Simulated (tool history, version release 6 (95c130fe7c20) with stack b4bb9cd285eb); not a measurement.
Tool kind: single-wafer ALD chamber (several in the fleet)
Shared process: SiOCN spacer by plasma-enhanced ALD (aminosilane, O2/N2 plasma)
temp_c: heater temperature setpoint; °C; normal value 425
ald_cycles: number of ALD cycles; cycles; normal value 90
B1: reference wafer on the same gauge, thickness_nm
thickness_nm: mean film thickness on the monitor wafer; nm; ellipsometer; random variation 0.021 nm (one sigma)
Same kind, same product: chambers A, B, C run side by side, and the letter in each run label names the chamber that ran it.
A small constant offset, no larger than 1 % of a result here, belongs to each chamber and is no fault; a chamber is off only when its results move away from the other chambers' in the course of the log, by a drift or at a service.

run 1C day=0.208 | temp_c=425 ald_cycles=90 | B1=5.8515 | thickness_nm=5.0223
run 2B day=0.471 | temp_c=425 ald_cycles=90 | B1=5.8537 | thickness_nm=5.0394
run 3A day=0.696 | temp_c=425 ald_cycles=90 | B1=5.8512 | thickness_nm=5.0502
run 4B day=0.967 | temp_c=425 ald_cycles=90 | B1=5.8499 | thickness_nm=4.9844
run 5A day=1.183 | temp_c=425 ald_cycles=90 | B1=5.8526 | thickness_nm=5.0493
run 6C day=1.346 | temp_c=425 ald_cycles=90 | B1=5.8516 | thickness_nm=5.0733
run 7C day=1.496 | temp_c=418 ald_cycles=75 | B1=5.8467 | thickness_nm=4.3119
run 8B day=1.767 | temp_c=418 ald_cycles=75 | B1=5.8544 | thickness_nm=4.2461
run 9A day=1.929 | temp_c=418 ald_cycles=75 | B1=5.8497 | thickness_nm=4.3292
run 10C day=2.150 | temp_c=425 ald_cycles=90 | B1=5.8493 | thickness_nm=5.0352
run 11B day=2.283 | temp_c=413 ald_cycles=78 | B1=5.8514 | thickness_nm=4.4765
run 12A day=2.425 | temp_c=413 ald_cycles=78 | B1=5.8413 | thickness_nm=4.5556
run 13A day=2.554 | temp_c=413 ald_cycles=78 | B1=5.8517 | thickness_nm=4.5158
run 14B day=2.804 | temp_c=425 ald_cycles=90 | B1=5.8477 | thickness_nm=5.0130
run 15C day=2.925 | temp_c=425 ald_cycles=90 | B1=5.8466 | thickness_nm=5.0222
run 16B day=3.100 | temp_c=425 ald_cycles=90 | B1=5.8424 | thickness_nm=5.0216
run 17C day=3.338 | temp_c=425 ald_cycles=90 | B1=5.8462 | thickness_nm=5.0749
run 18A day=3.558 | temp_c=425 ald_cycles=90 | B1=5.8512 | thickness_nm=5.0479
run 19A day=3.821 | temp_c=425 ald_cycles=90 | B1=5.8545 | thickness_nm=5.0777
run 20B day=4.050 | temp_c=425 ald_cycles=90 | B1=5.8510 | thickness_nm=4.9963

Is one chamber out of step, is the gauge drifting, or do the chambers differ by no more than their own small offsets? For an off chamber, give its letter and the likeliest cause.

Nothing is wrong: each chamber keeps only its own small, steady offset and the gauge holds still.

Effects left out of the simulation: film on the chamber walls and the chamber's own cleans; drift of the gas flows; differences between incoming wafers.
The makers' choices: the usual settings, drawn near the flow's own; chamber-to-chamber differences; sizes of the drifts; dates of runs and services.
